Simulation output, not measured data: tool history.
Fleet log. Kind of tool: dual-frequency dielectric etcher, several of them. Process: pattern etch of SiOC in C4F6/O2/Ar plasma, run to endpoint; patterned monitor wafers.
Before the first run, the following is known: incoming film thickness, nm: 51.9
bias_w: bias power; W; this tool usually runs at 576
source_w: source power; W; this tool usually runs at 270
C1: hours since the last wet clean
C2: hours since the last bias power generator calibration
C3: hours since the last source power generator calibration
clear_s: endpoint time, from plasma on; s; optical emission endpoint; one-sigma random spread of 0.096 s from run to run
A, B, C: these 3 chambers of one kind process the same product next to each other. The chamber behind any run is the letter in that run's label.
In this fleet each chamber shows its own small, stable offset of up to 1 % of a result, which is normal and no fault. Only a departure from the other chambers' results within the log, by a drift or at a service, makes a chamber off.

run 1A hour=7.2 | bias_w=576 source_w=270 | C1=662.5 C2=1923.3 C3=706.3 | clear_s=19.381
run 2B hour=19.4 | bias_w=576 source_w=270 | C1=251.7 C2=311.2 C3=1019.6 | clear_s=19.358
-- hour=22.5 chamber A: wet clean of the chamber
run 3C hour=32.7 | bias_w=576 source_w=270 | C1=242.9 C2=708.9 C3=1187.6 | clear_s=18.954
run 4B hour=45.7 | bias_w=576 source_w=270 | C1=278.0 C2=337.5 C3=1045.9 | clear_s=19.211
run 5C hour=54.5 | bias_w=576 source_w=270 | C1=264.7 C2=730.7 C3=1209.4 | clear_s=18.947
run 6A hour=66.5 | bias_w=576 source_w=270 | C1=44.0 C2=1982.6 C3=765.6 | clear_s=19.102
run 7A hour=77.6 | bias_w=456 source_w=270 | C1=55.1 C2=1993.7 C3=776.7 | clear_s=21.134
run 8B hour=90.0 | bias_w=456 source_w=270 | C1=322.3 C2=381.8 C3=1090.2 | clear_s=20.967
run 9C hour=96.8 | bias_w=456 source_w=270 | C1=307.0 C2=773.0 C3=1251.7 | clear_s=20.933
run 10C hour=106.1 | bias_w=576 source_w=270 | C1=316.3 C2=782.3 C3=1261.0 | clear_s=18.950
run 11A hour=118.3 | bias_w=576 source_w=270 | C1=95.8 C2=2034.4 C3=817.4 | clear_s=19.145
run 12B hour=126.7 | bias_w=576 source_w=270 | C1=359.0 C2=418.5 C3=1126.9 | clear_s=19.410
run 13B hour=136.6 | bias_w=576 source_w=270 | C1=368.9 C2=428.4 C3=1136.8 | clear_s=19.254
run 14A hour=149.5 | bias_w=576 source_w=270 | C1=127.0 C2=2065.6 C3=848.6 | clear_s=19.210
run 15C hour=156.7 | bias_w=576 source_w=270 | C1=366.9 C2=832.9 C3=1311.6 | clear_s=18.784
run 16C hour=167.0 | bias_w=576 source_w=270 | C1=377.2 C2=843.2 C3=1321.9 | clear_s=19.010
run 17B hour=179.9 | bias_w=576 source_w=270 | C1=412.2 C2=471.7 C3=1180.1 | clear_s=19.386
run 18A hour=186.2 | bias_w=650 source_w=270 | C1=163.7 C2=2102.3 C3=885.3 | clear_s=18.399
run 19C hour=195.6 | bias_w=650 source_w=270 | C1=405.8 C2=871.8 C3=1350.5 | clear_s=17.971
run 20A hour=206.8 | bias_w=650 source_w=270 | C1=184.3 C2=2122.9 C3=905.9 | clear_s=18.342
run 21B hour=214.7 | bias_w=576 source_w=270 | C1=447.0 C2=506.5 C3=1214.9 | clear_s=19.496
run 22B hour=224.9 | bias_w=576 source_w=270 | C1=457.2 C2=516.7 C3=1225.1 | clear_s=19.583
run 23C hour=232.4 | bias_w=576 source_w=270 | C1=442.6 C2=908.6 C3=1387.3 | clear_s=19.167
-- hour=235.3 chamber C: wet clean of the chamber
run 24A hour=244.0 | bias_w=576 source_w=270 | C1=221.5 C2=2160.1 C3=943.1 | clear_s=19.113
run 25B hour=253.5 | bias_w=576 source_w=270 | C1=485.8 C2=545.3 C3=1253.7 | clear_s=19.569
run 26A hour=264.1 | bias_w=576 source_w=270 | C1=241.6 C2=2180.2 C3=963.2 | clear_s=19.225
run 27C hour=271.2 | bias_w=576 source_w=330 | C1=36.0 C2=947.4 C3=1426.1 | clear_s=17.785
run 28C hour=280.3 | bias_w=576 source_w=330 | C1=45.1 C2=956.5 C3=1435.2 | clear_s=17.833
run 29A hour=293.7 | bias_w=576 source_w=330 | C1=271.2 C2=2209.8 C3=992.8 | clear_s=17.898
run 30B hour=301.4 | bias_w=576 source_w=270 | C1=533.7 C2=593.2 C3=1301.6 | clear_s=19.814
run 31B hour=311.4 | bias_w=705 source_w=270 | C1=543.7 C2=603.2 C3=1311.6 | clear_s=18.329
run 32A hour=321.6 | bias_w=705 source_w=270 | C1=299.1 C2=2237.7 C3=1020.7 | clear_s=17.728
run 33C hour=328.1 | bias_w=705 source_w=270 | C1=92.9 C2=1004.3 C3=1483.0 | clear_s=17.624
run 34C hour=341.5 | bias_w=576 source_w=270 | C1=106.3 C2=1017.7 C3=1496.4 | clear_s=18.955
run 35B hour=351.1 | bias_w=576 source_w=270 | C1=583.4 C2=642.9 C3=1351.3 | clear_s=19.881

Predict what each chamber gives when all 3 of them run the settings below next.
run 36A hour=361.3 | bias_w=576 source_w=210 | clear_s=?
run 36B hour=361.3 | bias_w=576 source_w=210 | clear_s=?
run 36C hour=361.3 | bias_w=576 source_w=210 | clear_s=?

run=36A clear_s=21.180
run=36B clear_s=21.687
run=36C clear_s=20.741
